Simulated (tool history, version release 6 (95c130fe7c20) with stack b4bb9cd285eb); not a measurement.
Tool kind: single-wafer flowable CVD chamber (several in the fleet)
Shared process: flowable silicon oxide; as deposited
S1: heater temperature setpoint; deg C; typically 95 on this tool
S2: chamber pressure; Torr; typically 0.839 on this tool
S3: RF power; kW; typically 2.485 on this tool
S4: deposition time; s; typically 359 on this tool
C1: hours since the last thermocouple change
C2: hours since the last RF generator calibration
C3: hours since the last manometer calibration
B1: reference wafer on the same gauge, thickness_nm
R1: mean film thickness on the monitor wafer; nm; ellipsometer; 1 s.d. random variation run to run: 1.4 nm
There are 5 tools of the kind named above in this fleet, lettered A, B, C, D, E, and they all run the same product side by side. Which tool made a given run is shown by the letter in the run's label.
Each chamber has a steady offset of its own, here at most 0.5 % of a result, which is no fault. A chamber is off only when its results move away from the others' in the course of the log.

| run | hour | S1 | S2 | S3 | S4 | C1 | C2 | C3 | B1 | R1 |
|---|---|---|---|---|---|---|---|---|---|---|
| 1C | 8.8 | 95 | 0.839 | 2.485 | 359 | 418.3 | 1307.8 | 1024.0 | 318.78 | 282.77 |
| 2B | 14.2 | 95 | 0.839 | 2.485 | 359 | 1573.8 | 853.7 | 2802.8 | 319.10 | 284.27 |
| 3D | 22.2 | 95 | 0.839 | 2.485 | 359 | 1909.7 | 234.1 | 637.0 | 319.37 | 281.23 |
|  | 27.2 | chamber C: capacitance manometer re-zeroed and calibrated |
| 4E | 30.0 | 95 | 0.839 | 2.485 | 359 | 2061.0 | 528.1 | 853.7 | 319.01 | 287.27 |
| 5A | 38.2 | 95 | 0.839 | 2.485 | 359 | 1163.3 | 451.7 | 261.2 | 318.56 | 280.35 |
| 6A | 46.9 | 95 | 0.839 | 2.485 | 359 | 1172.0 | 460.4 | 269.9 | 319.16 | 284.21 |
| 7C | 56.1 | 95 | 0.839 | 2.485 | 359 | 465.6 | 1355.1 | 28.9 | 319.04 | 283.28 |
| 8E | 65.6 | 95 | 0.839 | 2.485 | 359 | 2096.6 | 563.7 | 889.3 | 319.54 | 285.97 |
| 9D | 71.6 | 95 | 0.839 | 2.135 | 359 | 1959.1 | 283.5 | 686.4 | 319.17 | 277.43 |
| 10B | 77.3 | 95 | 0.839 | 2.135 | 359 | 1636.9 | 916.8 | 2865.9 | 319.16 | 279.09 |
| 11E | 82.6 | 95 | 0.839 | 2.135 | 359 | 2113.6 | 580.7 | 906.3 | 319.01 | 278.91 |
| 12D | 89.3 | 95 | 0.839 | 2.135 | 359 | 1976.8 | 301.2 | 704.1 | 319.19 | 275.55 |
| 13C | 95.8 | 95 | 0.839 | 2.135 | 359 | 505.3 | 1394.8 | 68.6 | 319.39 | 276.85 |
| 14B | 101.0 | 95 | 0.839 | 2.485 | 359 | 1660.6 | 940.5 | 2889.6 | 319.07 | 287.02 |
| 15A | 109.9 | 95 | 0.839 | 2.485 | 404 | 1235.0 | 523.4 | 332.9 | 318.66 | 317.14 |
|  | 116.4 | chamber A: thermocouple changed; heater temperature recalibrated |
| 16A | 118.2 | 95 | 0.839 | 2.485 | 404 | 1.9 | 531.7 | 341.2 | 319.02 | 305.02 |
| 17E | 126.6 | 95 | 0.839 | 2.485 | 404 | 2157.6 | 624.7 | 950.3 | 318.89 | 320.87 |
| 18C | 134.6 | 95 | 0.839 | 2.485 | 404 | 544.1 | 1433.6 | 107.4 | 319.31 | 318.18 |
| 19B | 139.8 | 95 | 0.839 | 2.485 | 404 | 1699.4 | 979.3 | 2928.4 | 318.60 | 320.73 |
| 20D | 146.7 | 95 | 0.839 | 2.485 | 359 | 2034.2 | 358.6 | 761.5 | 318.35 | 281.87 |
| 21B | 153.4 | 95 | 0.839 | 2.300 | 359 | 1713.0 | 992.9 | 2942.0 | 319.15 | 282.00 |
|  | 156.8 | chamber D: thermocouple changed; heater temperature recalibrated |
| 22E | 158.4 | 95 | 0.839 | 2.300 | 359 | 2189.4 | 656.5 | 982.1 | 319.05 | 280.54 |
| 23D | 164.0 | 95 | 0.839 | 2.300 | 359 | 7.2 | 375.9 | 778.8 | 318.92 | 282.64 |
| 24A | 170.8 | 95 | 0.839 | 2.300 | 359 | 54.5 | 584.3 | 393.8 | 318.81 | 265.94 |
| 25C | 179.0 | 95 | 0.839 | 2.300 | 359 | 588.5 | 1478.0 | 151.8 | 318.94 | 278.95 |
|  | 180.4 | chamber E: thermocouple changed; heater temperature recalibrated |
| 26D | 188.4 | 95 | 0.839 | 2.485 | 359 | 31.6 | 400.3 | 803.2 | 319.00 | 279.55 |
| 27E | 194.9 | 95 | 0.839 | 2.485 | 359 | 14.6 | 693.0 | 1018.6 | 319.10 | 282.59 |
| 28B | 202.0 | 95 | 0.839 | 2.485 | 359 | 1761.6 | 1041.5 | 2990.6 | 319.47 | 283.11 |
|  | 203.2 | chamber B: capacitance manometer re-zeroed and calibrated |
| 29C | 209.4 | 95 | 0.839 | 2.485 | 324 | 618.9 | 1508.4 | 182.2 | 319.04 | 254.62 |
| 30A | 217.0 | 95 | 0.839 | 2.485 | 324 | 100.7 | 630.5 | 440.0 | 318.77 | 243.31 |
| 31B | 224.0 | 95 | 0.839 | 2.485 | 324 | 1783.6 | 1063.5 | 20.9 | 318.74 | 255.20 |
| 32C | 228.8 | 95 | 0.839 | 2.485 | 324 | 638.3 | 1527.8 | 201.6 | 319.40 | 255.99 |
| 33A | 237.0 | 95 | 0.839 | 2.485 | 324 | 120.7 | 650.5 | 460.0 | 319.40 | 245.28 |
| 34D | 246.3 | 95 | 0.839 | 2.485 | 359 | 89.5 | 458.2 | 861.1 | 319.13 | 286.68 |
| 35E | 250.6 | 95 | 0.839 | 2.485 | 359 | 70.3 | 748.7 | 1074.3 | 319.27 | 283.12 |
| 36E | 256.1 | 95 | 0.839 | 2.485 | 359 | 75.8 | 754.2 | 1079.8 | 319.28 | 283.70 |
| 37D | 265.2 | 109 | 0.839 | 2.485 | 359 | 108.4 | 477.1 | 880.0 | 319.02 | 177.02 |
| 38A | 269.7 | 109 | 0.839 | 2.485 | 359 | 153.4 | 683.2 | 492.7 | 318.85 | 168.01 |
|  | 275.2 | chamber B: thermocouple changed; heater temperature recalibrated |
| 39B | 275.6 | 109 | 0.839 | 2.485 | 359 | 0.5 | 1115.1 | 72.5 | 318.95 | 176.41 |
| 40C | 280.5 | 109 | 0.839 | 2.485 | 359 | 690.0 | 1579.5 | 253.3 | 319.08 | 176.75 |
|  | 287.7 | chamber B: RF generator calibrated |
| 41A | 287.7 | 109 | 0.839 | 2.485 | 359 | 171.4 | 701.2 | 510.7 | 319.20 | 168.65 |
| 42B | 295.1 | 95 | 0.839 | 2.485 | 406 | 20.0 | 7.4 | 92.0 | 318.98 | 322.58 |
| 43E | 303.3 | 95 | 0.839 | 2.485 | 406 | 123.0 | 801.4 | 1127.0 | 318.96 | 318.87 |
| 44D | 312.7 | 95 | 0.839 | 2.485 | 406 | 155.9 | 524.6 | 927.5 | 318.91 | 321.41 |

What goes on in this fleet: one chamber off, a drifting gauge, or nothing beyond the chambers' own small offsets? Name the chamber and the cause, if any.

Chamber A has stood off from the others ever since a service on it.
What lies behind it: wafer temperature above the value expected at the setpoint (K) = 1.45.

Here are 4 candidates for chamber A's next run, each the usual settings with a change, their results left as question marks. Which one brings its results back in line with what the others give on the usual settings?
Maximum distance from the other chambers' mean on the usual settings for a result to count as in line: R1 4.80 nm
| 45A-1 | 319.5 | 95 | 0.839 | 2.445 | 320 |  |  |  |  | ? |
| 45A-2 | 319.5 | 96 | 0.830 | 2.485 | 357 |  |  |  |  | ? |
| 45A-3 | 319.5 | 93 | 0.858 | 2.490 | 363 |  |  |  |  | ? |
| 45A-4 | 319.5 | 94 | 0.848 | 2.485 | 361 |  |  |  |  | ? |

What the other chambers average on the usual settings: R1 283.10 nm
| run | R1 |
|---|---|
| 45A-1 | 238.93 |
| 45A-2 | 254.93 |
| 45A-3 | 298.97 |
| 45A-4 | 283.17 |
45A-4 is the one that brings the chamber's results back in line with the other chambers.

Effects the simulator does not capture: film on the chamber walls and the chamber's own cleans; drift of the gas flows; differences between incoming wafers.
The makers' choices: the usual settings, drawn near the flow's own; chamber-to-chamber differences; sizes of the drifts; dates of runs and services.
